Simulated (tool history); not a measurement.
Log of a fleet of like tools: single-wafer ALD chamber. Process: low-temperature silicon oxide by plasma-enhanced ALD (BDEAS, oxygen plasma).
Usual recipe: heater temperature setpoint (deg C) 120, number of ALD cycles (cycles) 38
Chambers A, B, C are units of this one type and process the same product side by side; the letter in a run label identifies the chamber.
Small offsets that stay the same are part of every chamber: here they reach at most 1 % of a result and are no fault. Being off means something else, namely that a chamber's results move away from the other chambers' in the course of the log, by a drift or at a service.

run   hour  heater temperature setpoint (deg C)  number of ALD cycles (cycles)  read-back reference wafer on the same gauge, thickness_nm  mean film thickness on the monitor wafer (angstrom)
 1A   10.2                                  120                             38                                                     4.4292                                               52.836
 2B   21.8                                  120                             38                                                     4.4266                                               52.568
 3C   32.1                                  120                             38                                                     4.4312                                               52.548
 4B   40.3                                  120                             38                                                     4.4307                                               52.729
 5A   49.9                                  120                             38                                                     4.4322                                               52.836
 6C   56.5                                  120                             38                                                     4.4324                                               52.456
      61.4  -- chamber A: thermocouple changed; heater temperature recalibrated
 7B   64.3                                  120                             38                                                     4.4304                                               52.798
 8A   76.8                                  120                             38                                                       4.43                                               52.722
 9C   87.4                                  120                             38                                                     4.4309                                               52.603
10B   99.2                                  120                             38                                                     4.4297                                               52.806
11A  113.6                                  120                             38                                                     4.4306                                               52.886
12C  126.2                                  120                             38                                                     4.4305                                               52.666
13A  132.8                                  120                             38                                                     4.4305                                               52.589
14C  141.3                                  120                             38                                                     4.4263                                               52.462
15B  148.1                                  120                             38                                                     4.4287                                               52.617
16B    156                                  120                             38                                                     4.4308                                               52.636
17C  167.9                                  120                             38                                                     4.4314                                               52.599
18A    176                                  120                             38                                                      4.431                                               52.772
19B  189.2                                  120                             38                                                     4.4314                                               52.751
20C  199.8                                  120                             38                                                     4.4277                                               52.704
21A  212.8                                  120                             38                                                     4.4279                                               52.745
22A  224.8                                  120                             38                                                      4.432                                                52.75
23B    236                                  120                             38                                                     4.4324                                               52.411
24C  250.5                                  120                             38                                                      4.429                                               52.386
25C  264.4                                  109                             35                                                     4.4311                                               49.617
26B    279                                  109                             35                                                     4.4279                                               49.462

What goes on in this fleet: one chamber off, a drifting gauge, or nothing beyond the chambers' own small offsets? Name the chamber and the cause, if any.

Beyond each chamber's small constant offset nothing stands out, and the gauge stays steady.

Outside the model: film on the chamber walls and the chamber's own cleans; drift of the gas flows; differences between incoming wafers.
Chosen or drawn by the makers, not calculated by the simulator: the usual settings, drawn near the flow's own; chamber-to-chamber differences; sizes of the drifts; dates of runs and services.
